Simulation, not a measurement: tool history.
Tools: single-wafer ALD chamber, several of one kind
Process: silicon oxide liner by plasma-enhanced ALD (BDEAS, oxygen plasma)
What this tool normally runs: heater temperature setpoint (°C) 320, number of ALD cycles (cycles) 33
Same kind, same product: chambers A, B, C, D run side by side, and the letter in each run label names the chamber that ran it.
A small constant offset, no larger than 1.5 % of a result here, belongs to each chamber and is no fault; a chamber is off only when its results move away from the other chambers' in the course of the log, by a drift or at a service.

run	hour	heater temperature setpoint (°C)	number of ALD cycles (cycles)	hours since the last thermocouple change	read-back reference wafer on the same gauge, thickness_nm	mean film thickness on the monitor wafer (Å)
1A	4.9	320	33	372.6	2.5796	30.242
2B	11.6	320	33	2083.4	2.5798	29.593
3C	17.1	320	33	507.6	2.5777	30.074
4D	24.6	320	33	1256.8	2.5769	29.904
5D	30.2	320	33	1262.4	2.5772	29.818
6A	37.2	320	33	404.9	2.5755	30.123
7C	42.8	326	38	533.3	2.5761	34.339
8B	52.3	326	38	2124.1	2.5746	33.811
9D	60.0	326	38	1292.2	2.5752	33.902
10B	66.1	326	38	2137.9	2.5735	33.717
11A	73.4	320	33	441.1	2.5727	30.153
12C	82.2	320	33	572.7	2.5718	30.040
13A	87.5	320	33	455.2	2.5706	30.082
14D	92.4	327	28	1324.6	2.5707	24.921
15C	98.1	327	28	588.6	2.5712	25.139
16B	106.7	327	28	2178.5	2.5693	24.767
17A	112.2	327	28	479.9	2.5692	25.294
18B	119.0	320	33	2190.8	2.5682	29.417
# hour 125.9: chamber D: thermocouple changed; heater temperature recalibrated
19C	127.9	320	33	618.4	2.5665	29.928
20D	133.8	320	33	7.9	2.5670	29.654
21C	139.9	320	33	630.4	2.5646	30.009
22D	146.6	320	33	20.7	2.5649	29.554
23B	154.2	320	33	2226.0	2.5645	29.410
24A	163.4	320	33	531.1	2.5637	30.086

All 4 chambers run these settings next. Forecast each chamber's results:
25A	170.2	320	27			?
25B	170.2	320	27			?
25C	170.2	320	27			?
25D	170.2	320	27			?

run	mean film thickness on the monitor wafer (Å)
25A	24.577
25B	24.029
25C	24.526
25D	24.211
